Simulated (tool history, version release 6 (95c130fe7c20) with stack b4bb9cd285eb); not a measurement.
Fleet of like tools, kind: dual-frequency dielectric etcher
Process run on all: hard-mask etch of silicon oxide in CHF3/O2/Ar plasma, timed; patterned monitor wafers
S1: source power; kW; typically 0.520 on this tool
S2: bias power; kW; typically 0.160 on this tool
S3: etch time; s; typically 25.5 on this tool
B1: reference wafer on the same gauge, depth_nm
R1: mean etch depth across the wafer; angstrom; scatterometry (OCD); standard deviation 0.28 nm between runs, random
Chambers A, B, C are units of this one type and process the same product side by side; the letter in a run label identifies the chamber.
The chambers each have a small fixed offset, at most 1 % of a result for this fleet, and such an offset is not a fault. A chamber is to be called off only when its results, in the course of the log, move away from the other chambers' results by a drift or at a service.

{"run": "1C", "hour": 7.8, "S1": 0.52, "S2": 0.16, "S3": 25.5, "B1": 39.251, "R1": 457.63}
{"run": "2B", "hour": 17.9, "S1": 0.52, "S2": 0.16, "S3": 25.5, "B1": 39.254, "R1": 463.4}
{"run": "3A", "hour": 25.2, "S1": 0.52, "S2": 0.16, "S3": 25.5, "B1": 39.197, "R1": 460.32}
{"run": "4A", "hour": 32.9, "S1": 0.52, "S2": 0.16, "S3": 25.5, "B1": 39.177, "R1": 460.95}
{"run": "5B", "hour": 39.7, "S1": 0.52, "S2": 0.16, "S3": 25.5, "B1": 39.217, "R1": 457.95}
{"run": "6C", "hour": 46.7, "S1": 0.52, "S2": 0.16, "S3": 25.5, "B1": 39.193, "R1": 458.83}
{"run": "7C", "hour": 52.6, "S1": 0.52, "S2": 0.16, "S3": 25.5, "B1": 39.253, "R1": 462.1}
{"run": "8B", "hour": 59.6, "S1": 0.52, "S2": 0.16, "S3": 25.5, "B1": 39.216, "R1": 466.06}
{"run": "9A", "hour": 66.8, "S1": 0.52, "S2": 0.123, "S3": 20.0, "B1": 39.205, "R1": 332.83}
{"run": "10C", "hour": 74.7, "S1": 0.52, "S2": 0.123, "S3": 20.0, "B1": 39.217, "R1": 329.25}
{"run": "11B", "hour": 80.7, "S1": 0.52, "S2": 0.123, "S3": 20.0, "B1": 39.171, "R1": 334.91}
{"run": "12A", "hour": 88.3, "S1": 0.52, "S2": 0.16, "S3": 25.5, "B1": 39.188, "R1": 459.35}
{"run": "13A", "hour": 95.0, "S1": 0.52, "S2": 0.16, "S3": 25.5, "B1": 39.185, "R1": 458.77}
{"run": "14B", "hour": 101.3, "S1": 0.52, "S2": 0.142, "S3": 19.0, "B1": 39.218, "R1": 334.1}
{"run": "15C", "hour": 106.2, "S1": 0.52, "S2": 0.142, "S3": 19.0, "B1": 39.165, "R1": 330.55}
{"run": "16A", "hour": 114.0, "S1": 0.52, "S2": 0.142, "S3": 19.0, "B1": 39.196, "R1": 328.88}
{"hour": 119.7, "done": "chamber A: bias power generator calibrated"}
{"run": "17C", "hour": 123.8, "S1": 0.52, "S2": 0.16, "S3": 25.5, "B1": 39.181, "R1": 461.39}
{"run": "18B", "hour": 132.0, "S1": 0.52, "S2": 0.16, "S3": 25.5, "B1": 39.161, "R1": 465.01}
{"run": "19B", "hour": 139.5, "S1": 0.52, "S2": 0.16, "S3": 25.5, "B1": 39.219, "R1": 462.5}
{"run": "20A", "hour": 144.7, "S1": 0.52, "S2": 0.16, "S3": 25.5, "B1": 39.208, "R1": 465.02}
{"run": "21C", "hour": 150.8, "S1": 0.52, "S2": 0.16, "S3": 25.5, "B1": 39.22, "R1": 463.58}
{"run": "22C", "hour": 160.3, "S1": 0.4, "S2": 0.14, "S3": 25.5, "B1": 39.2, "R1": 399.2}
{"run": "23A", "hour": 168.4, "S1": 0.4, "S2": 0.14, "S3": 25.5, "B1": 39.194, "R1": 395.78}
{"run": "24B", "hour": 174.1, "S1": 0.4, "S2": 0.14, "S3": 25.5, "B1": 39.233, "R1": 398.49}
{"run": "25A", "hour": 180.6, "S1": 0.52, "S2": 0.16, "S3": 25.5, "B1": 39.183, "R1": 458.38}
{"run": "26C", "hour": 189.5, "S1": 0.6, "S2": 0.144, "S3": 25.5, "B1": 39.198, "R1": 474.01}
{"run": "27B", "hour": 194.5, "S1": 0.6, "S2": 0.144, "S3": 25.5, "B1": 39.222, "R1": 473.74}
{"run": "28A", "hour": 200.2, "S1": 0.6, "S2": 0.144, "S3": 25.5, "B1": 39.212, "R1": 464.48}
{"run": "29C", "hour": 209.2, "S1": 0.52, "S2": 0.16, "S3": 25.5, "B1": 39.168, "R1": 461.86}
{"run": "30B", "hour": 215.5, "S1": 0.52, "S2": 0.16, "S3": 25.5, "B1": 39.204, "R1": 465.85}
{"run": "31B", "hour": 223.5, "S1": 0.57, "S2": 0.16, "S3": 19.5, "B1": 39.147, "R1": 365.14}
{"run": "32A", "hour": 233.4, "S1": 0.57, "S2": 0.16, "S3": 19.5, "B1": 39.2, "R1": 360.43}
{"run": "33C", "hour": 242.5, "S1": 0.57, "S2": 0.16, "S3": 19.5, "B1": 39.204, "R1": 367.01}
{"run": "34B", "hour": 251.6, "S1": 0.52, "S2": 0.127, "S3": 25.5, "B1": 39.171, "R1": 432.22}
{"run": "35C", "hour": 261.3, "S1": 0.52, "S2": 0.127, "S3": 25.5, "B1": 39.216, "R1": 426.65}
{"run": "36A", "hour": 268.2, "S1": 0.52, "S2": 0.127, "S3": 25.5, "B1": 39.198, "R1": 429.57}
{"run": "37A", "hour": 274.1, "S1": 0.52, "S2": 0.16, "S3": 25.5, "B1": 39.202, "R1": 458.53}
{"run": "38C", "hour": 281.5, "S1": 0.52, "S2": 0.16, "S3": 25.5, "B1": 39.151, "R1": 456.19}
{"run": "39B", "hour": 291.0, "S1": 0.52, "S2": 0.16, "S3": 25.5, "B1": 39.228, "R1": 460.27}
{"run": "40C", "hour": 299.4, "S1": 0.52, "S2": 0.16, "S3": 25.5, "B1": 39.192, "R1": 456.57}
{"run": "41B", "hour": 308.5, "S1": 0.52, "S2": 0.16, "S3": 25.5, "B1": 39.193, "R1": 466.46}
{"hour": 313.4, "done": "chamber A: wet clean of the chamber"}
{"run": "42A", "hour": 315.1, "S1": 0.52, "S2": 0.16, "S3": 25.5, "B1": 39.173, "R1": 462.8}
{"run": "43A", "hour": 325.2, "S1": 0.52, "S2": 0.16, "S3": 25.5, "B1": 39.172, "R1": 460.49}

Predict what each chamber gives when all 3 of them run the settings below next.
{"run": "44A", "hour": 333.1, "S1": 0.52, "S2": 0.16, "S3": 31.0, "R1": "?"}
{"run": "44B", "hour": 333.1, "S1": 0.52, "S2": 0.16, "S3": 31.0, "R1": "?"}
{"run": "44C", "hour": 333.1, "S1": 0.52, "S2": 0.16, "S3": 31.0, "R1": "?"}

run=44A R1=560.18
run=44B R1=557.20
run=44C R1=561.61
